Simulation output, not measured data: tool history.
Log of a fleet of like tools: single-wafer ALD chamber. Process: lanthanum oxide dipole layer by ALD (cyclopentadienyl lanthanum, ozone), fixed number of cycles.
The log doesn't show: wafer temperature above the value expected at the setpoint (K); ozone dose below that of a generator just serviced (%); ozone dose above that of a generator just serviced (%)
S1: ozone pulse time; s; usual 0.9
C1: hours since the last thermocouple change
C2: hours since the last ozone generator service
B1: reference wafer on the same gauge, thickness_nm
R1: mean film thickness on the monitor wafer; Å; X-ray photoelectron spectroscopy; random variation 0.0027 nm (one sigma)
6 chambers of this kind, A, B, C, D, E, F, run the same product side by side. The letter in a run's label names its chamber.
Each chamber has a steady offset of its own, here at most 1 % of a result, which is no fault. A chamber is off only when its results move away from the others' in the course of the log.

Run 1E, hour 10.4: usual settings; C1 536.9; C2 358.8; B1 0.42898. Result: R1 4.8728 Å.
Run 2A, hour 20.9: usual settings; C1 314.9; C2 427; B1 0.42885. Result: R1 4.8541 Å.
Run 3C, hour 31.9: usual settings; C1 629.5; C2 1032.1; B1 0.42898. Result: R1 4.8056 Å.
Run 4F, hour 37.5: usual settings; C1 1109.4; C2 571.2; B1 0.42917. Result: R1 4.7926 Å.
At hour 42.3: chamber C: ozone generator serviced.
Run 5B, hour 45.8: usual settings; C1 1954; C2 1170.4; B1 0.42932. Result: R1 4.789 Å.
Run 6D, hour 56.9: usual settings; C1 694.8; C2 114.1; B1 0.42914. Result: R1 4.8704 Å.
Run 7A, hour 65.4: usual settings; C1 359.4; C2 471.5; B1 0.42926. Result: R1 4.7988 Å.
Run 8B, hour 75.1: usual settings; C1 1983.3; C2 1199.7; B1 0.42884. Result: R1 4.8152 Å.
Run 9F, hour 82.5: usual settings but S1 0.68 s; C1 1154.4; C2 616.2; B1 0.42913. Result: R1 4.3037 Å.
Run 10C, hour 90.1: usual settings but S1 0.68 s; C1 687.7; C2 47.8; B1 0.4293. Result: R1 4.3217 Å.
At hour 90.3: chamber A: ozone generator serviced.
Run 11E, hour 97.2: usual settings but S1 0.68 s; C1 623.7; C2 445.6; B1 0.42955. Result: R1 4.3723 Å.
Run 12D, hour 104.9: usual settings but S1 0.68 s; C1 742.8; C2 162.1; B1 0.42877. Result: R1 4.2983 Å.
Run 13E, hour 112.8: usual settings but S1 0.68 s; C1 639.3; C2 461.2; B1 0.42872. Result: R1 4.2879 Å.
Run 14D, hour 119.3: usual settings but S1 0.68 s; C1 757.2; C2 176.5; B1 0.42957. Result: R1 4.2808 Å.
Run 15F, hour 127.9: usual settings; C1 1199.8; C2 661.6; B1 0.42955. Result: R1 4.7771 Å.
Run 16A, hour 138.1: usual settings; C1 432.1; C2 47.9; B1 0.42878. Result: R1 4.7965 Å.
Run 17B, hour 144.2: usual settings; C1 2052.4; C2 1268.8; B1 0.42934. Result: R1 4.7575 Å.
Run 18C, hour 153: usual settings but S1 1.09 s; C1 750.6; C2 110.7; B1 0.42947. Result: R1 5.1157 Å.
At hour 159.6: chamber F: thermocouple changed; heater temperature recalibrated.
Run 19E, hour 160.2: usual settings but S1 1.09 s; C1 686.7; C2 508.6; B1 0.42877. Result: R1 5.0655 Å.
Run 20A, hour 168.7: usual settings but S1 1.09 s; C1 462.7; C2 78.5; B1 0.42902. Result: R1 5.1351 Å.
Run 21D, hour 175: usual settings but S1 1.09 s; C1 812.9; C2 232.2; B1 0.42849. Result: R1 5.1279 Å.
Run 22C, hour 182.8: usual settings but S1 1.09 s; C1 780.4; C2 140.5; B1 0.42881. Result: R1 5.0381 Å.
Run 23B, hour 193.8: usual settings but S1 1.09 s; C1 2102; C2 1318.4; B1 0.42815. Result: R1 5.1062 Å.
Run 24F, hour 204.1: usual settings; C1 44.5; C2 737.8; B1 0.42851. Result: R1 4.8562 Å.
Run 25C, hour 212: usual settings; C1 809.6; C2 169.7; B1 0.42985. Result: R1 4.7441 Å.
Run 26A, hour 217.4: usual settings; C1 511.4; C2 127.2; B1 0.42863. Result: R1 4.832 Å.
Run 27B, hour 223.1: usual settings; C1 2131.3; C2 1347.7; B1 0.42909. Result: R1 4.7914 Å.
Run 28E, hour 231.5: usual settings; C1 758; C2 579.9; B1 0.42801. Result: R1 4.6387 Å.
Run 29F, hour 238.8: usual settings; C1 79.2; C2 772.5; B1 0.42897. Result: R1 4.8351 Å.
Run 30D, hour 250.8: usual settings; C1 888.7; C2 308; B1 0.429. Result: R1 4.8472 Å.
Run 31B, hour 263.4: usual settings; C1 2171.6; C2 1388; B1 0.42906. Result: R1 4.8016 Å.
Run 32C, hour 269.5: usual settings; C1 867.1; C2 227.2; B1 0.42907. Result: R1 4.7912 Å.
Run 33E, hour 277.9: usual settings; C1 804.4; C2 626.3; B1 0.42937. Result: R1 4.651 Å.
Run 34D, hour 285.1: usual settings; C1 923; C2 342.3; B1 0.42936. Result: R1 4.8784 Å.
Run 35A, hour 290.9: usual settings; C1 584.9; C2 200.7; B1 0.42869. Result: R1 4.8436 Å.
Run 36F, hour 298.7: usual settings; C1 139.1; C2 832.4; B1 0.42888. Result: R1 4.7727 Å.
Run 37C, hour 304: usual settings; C1 901.6; C2 261.7; B1 0.42948. Result: R1 4.8343 Å.
Run 38D, hour 313.4: usual settings; C1 951.3; C2 370.6; B1 0.42911. Result: R1 4.8561 Å.

All 6 chambers run these settings next. Forecast each chamber's results:
Run 39A, hour 322.3: usual settings. Result: R1 ?.
Run 39B, hour 322.3: usual settings. Result: R1 ?.
Run 39C, hour 322.3: usual settings. Result: R1 ?.
Run 39D, hour 322.3: usual settings. Result: R1 ?.
Run 39E, hour 322.3: usual settings. Result: R1 ?.
Run 39F, hour 322.3: usual settings. Result: R1 ?.

run      R1
39A  4.8608
39B  4.8272
39C  4.7374
39D  4.8465
39E  4.5738
39F  4.8415
